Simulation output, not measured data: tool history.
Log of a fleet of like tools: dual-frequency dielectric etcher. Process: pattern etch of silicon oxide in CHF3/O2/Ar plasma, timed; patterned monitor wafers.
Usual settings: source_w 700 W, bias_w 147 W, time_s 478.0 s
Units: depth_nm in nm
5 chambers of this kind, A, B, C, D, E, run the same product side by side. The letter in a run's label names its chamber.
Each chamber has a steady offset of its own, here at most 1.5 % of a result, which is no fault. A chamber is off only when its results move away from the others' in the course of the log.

run	hour	source_w	bias_w	time_s	hours since the last wet clean	hours since the last source power generator calibration	hours since the last bias power generator calibration	read-back reference wafer on the same gauge, depth_nm	depth_nm
1C	2.9	700	147	478.0	581.9	978.1	3245.5	895.79	937.79
2A	6.2	700	147	478.0	157.0	962.4	1394.9	895.91	931.11
3D	10.9	700	147	478.0	334.5	2214.6	1755.6	895.56	926.32
4B	15.1	700	147	478.0	427.2	803.0	1572.0	895.29	941.12
5E	19.1	700	147	478.0	116.9	2108.2	333.9	895.60	935.36
6B	23.0	700	147	478.0	435.1	810.9	1579.9	895.13	943.79
7D	26.1	700	147	478.0	349.7	2229.8	1770.8	895.29	926.23
8C	30.3	700	147	478.0	609.3	1005.5	3272.9	894.72	936.02
9A	32.6	590	147	597.5	183.4	988.8	1421.3	894.68	1089.80
10E	36.5	590	147	597.5	134.3	2125.6	351.3	894.29	1095.00
# hour 38.2: chamber B: wet clean of the chamber
11A	40.7	590	147	597.5	191.5	996.9	1429.4	894.09	1087.40
12D	45.1	590	147	597.5	368.7	2248.8	1789.8	894.38	1082.80
13E	48.6	590	147	597.5	146.4	2137.7	363.4	893.58	1092.20
14C	52.7	560	147	478.0	631.7	1027.9	3295.3	893.37	855.28
15B	55.9	560	147	478.0	17.8	843.8	1612.8	893.83	861.68
16D	58.7	560	147	478.0	382.3	2262.4	1803.4	893.18	851.07
17B	61.7	560	147	478.0	23.6	849.6	1618.6	893.21	863.08
18E	65.0	560	147	478.0	162.8	2154.1	379.8	892.98	853.28
19C	68.2	700	147	478.0	647.2	1043.4	3310.8	892.78	936.71
20A	70.5	700	147	478.0	221.3	1026.7	1459.2	892.92	928.49
21D	74.8	700	147	478.0	398.4	2278.5	1819.5	892.76	925.96
22E	77.4	700	147	478.0	175.2	2166.5	392.2	892.39	934.51
23A	81.0	700	147	478.0	231.8	1037.2	1469.7	892.58	925.10
24C	85.4	700	147	478.0	664.4	1060.6	3328.0	892.36	933.64
25B	89.1	700	147	478.0	51.0	877.0	1646.0	892.21	937.70
26B	91.8	700	147	478.0	53.7	879.7	1648.7	892.36	940.01
# hour 94.5: chamber E: source power generator calibrated
27E	94.6	700	147	478.0	192.4	0.1	409.4	891.70	935.37
# hour 98.5: chamber C: wet clean of the chamber
28A	99.7	700	147	478.0	250.5	1055.9	1488.4	891.44	926.88
29C	103.1	700	147	478.0	4.6	1078.3	3345.7	891.75	933.69
30D	105.9	700	147	478.0	429.5	2309.6	1850.6	891.20	925.27
31B	109.0	700	147	478.0	70.9	896.9	1665.9	891.34	938.88
32A	112.6	700	147	478.0	263.4	1068.8	1501.3	891.14	924.62
33E	117.4	700	147	478.0	215.2	22.9	432.2	890.72	932.75
34D	120.9	860	147	478.0	444.5	2324.6	1865.6	890.94	1000.90
35C	125.1	860	147	478.0	26.6	1100.3	3367.7	890.47	1010.40
36C	127.7	860	147	478.0	29.2	1102.9	3370.3	890.58	1011.80
37D	131.1	860	147	478.0	454.7	2334.8	1875.8	890.20	998.27
38A	134.7	860	147	478.0	285.5	1090.9	1523.4	890.46	997.66
39E	137.5	700	147	478.0	235.3	43.0	452.3	890.14	931.13

What goes on in this fleet: one chamber off, a drifting gauge, or nothing beyond the chambers' own small offsets? Name the chamber and the cause, if any.

The gauge drifts, so all chambers seem to drift together. No chamber is off.
Cause: gauge reads low (%) = 0.688.

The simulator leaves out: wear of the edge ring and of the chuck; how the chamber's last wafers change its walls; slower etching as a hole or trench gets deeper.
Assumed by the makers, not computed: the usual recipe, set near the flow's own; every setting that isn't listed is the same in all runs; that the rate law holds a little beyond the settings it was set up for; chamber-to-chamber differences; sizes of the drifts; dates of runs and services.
